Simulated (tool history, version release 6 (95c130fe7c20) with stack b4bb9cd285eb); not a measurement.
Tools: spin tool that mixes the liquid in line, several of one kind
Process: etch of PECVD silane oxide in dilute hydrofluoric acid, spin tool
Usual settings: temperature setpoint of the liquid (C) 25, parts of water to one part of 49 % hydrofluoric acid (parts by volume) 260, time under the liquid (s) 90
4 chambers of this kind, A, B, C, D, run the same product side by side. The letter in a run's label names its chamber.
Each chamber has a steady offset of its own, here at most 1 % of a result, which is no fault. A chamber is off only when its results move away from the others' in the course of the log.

| run | hour | temperature setpoint of the liquid (C) | parts of water to one part of 49 % hydrofluoric acid (parts by volume) | time under the liquid (s) | hours since the thermometer was replaced | hours since the hydrofluoric acid flow meter was replaced | read-back film thickness of the PECVD silane oxide reference wafer, read on the same gauge (nm) | thickness taken off the PECVD silane oxide on a monitor wafer (nm) |
|---|---|---|---|---|---|---|---|---|
| 1A | 3.3 | 25 | 260 | 90 | 636.8 | 1147 | 99.993 | 6.3266 |
| 2C | 6.2 | 25 | 260 | 90 | 1682.3 | 276.2 | 99.996 | 6.2743 |
| 3D | 9.7 | 25 | 260 | 90 | 1312.9 | 68.9 | 99.998 | 6.3664 |
| 4B | 12.6 | 25 | 260 | 90 | 270.8 | 249.2 | 99.992 | 6.3475 |
| 5B | 16 | 25 | 385 | 45 | 274.2 | 252.6 | 99.997 | 1.8894 |
| 6D | 18.6 | 25 | 385 | 45 | 1321.8 | 77.8 | 100 | 1.912 |
| 7A | 21.1 | 25 | 385 | 45 | 654.6 | 1164.8 | 99.99 | 1.9138 |
| 8C | 24.6 | 25 | 385 | 45 | 1700.7 | 294.6 | 99.986 | 1.8942 |
| 9C | 27.5 | 25 | 260 | 90 | 1703.6 | 297.5 | 99.997 | 6.3569 |
| 10B | 31.7 | 25 | 360 | 90 | 289.9 | 268.3 | 99.996 | 4.1719 |
| 11A | 34.6 | 25 | 360 | 90 | 668.1 | 1178.3 | 100.01 | 4.1577 |
| 12D | 37.2 | 25 | 360 | 90 | 1340.4 | 96.4 | 100 | 4.2056 |
| 13B | 39.7 | 25 | 360 | 90 | 297.9 | 276.3 | 100.02 | 4.0869 |
| 14A | 43.5 | 25 | 260 | 90 | 677 | 1187.2 | 99.995 | 6.3674 |
| 15C | 47.6 | 25 | 260 | 90 | 1723.7 | 317.6 | 100 | 6.3089 |
| 16D | 50.6 | 21 | 260 | 70 | 1353.8 | 109.8 | 100.01 | 4.3193 |
| 17C | 54.1 | 21 | 260 | 70 | 1730.2 | 324.1 | 99.994 | 4.2259 |
| 18D | 57.7 | 21 | 260 | 70 | 1360.9 | 116.9 | 100 | 4.3037 |
| 19B | 60.1 | 21 | 260 | 70 | 318.3 | 296.7 | 100 | 4.2837 |
| 20A | 63.8 | 25 | 260 | 90 | 697.3 | 1207.5 | 100 | 6.4438 |
| 21A | 67 | 25 | 260 | 90 | 700.5 | 1210.7 | 99.971 | 6.3827 |
| 22D | 69.9 | 25 | 260 | 90 | 1373.1 | 129.1 | 100.01 | 6.4348 |
| 23C | 72.2 | 25 | 260 | 90 | 1748.3 | 342.2 | 100.01 | 6.3812 |
| 24B | 75.3 | 25 | 260 | 90 | 333.5 | 311.9 | 100.01 | 6.3496 |
| 25D | 77.2 | 25 | 260 | 90 | 1380.4 | 136.4 | 99.992 | 6.3993 |
| 26A | 79 | 25 | 260 | 90 | 712.5 | 1222.7 | 100 | 6.3724 |
| 27C | 81.6 | 25 | 260 | 90 | 1757.7 | 351.6 | 99.996 | 6.2939 |
| 28B | 85.8 | 25 | 260 | 90 | 344 | 322.4 | 99.989 | 6.2717 |

Next, every chamber runs the same settings. What will each give?
| 29A | 88.8 | 25 | 260 | 70 |  |  |  | ? |
| 29B | 88.8 | 25 | 260 | 70 |  |  |  | ? |
| 29C | 88.8 | 25 | 260 | 70 |  |  |  | ? |
| 29D | 88.8 | 25 | 260 | 70 |  |  |  | ? |

| run | thickness taken off the PECVD silane oxide on a monitor wafer (nm) |
|---|---|
| 29A | 4.9439 |
| 29B | 4.9148 |
| 29C | 4.9133 |
| 29D | 5.051 |
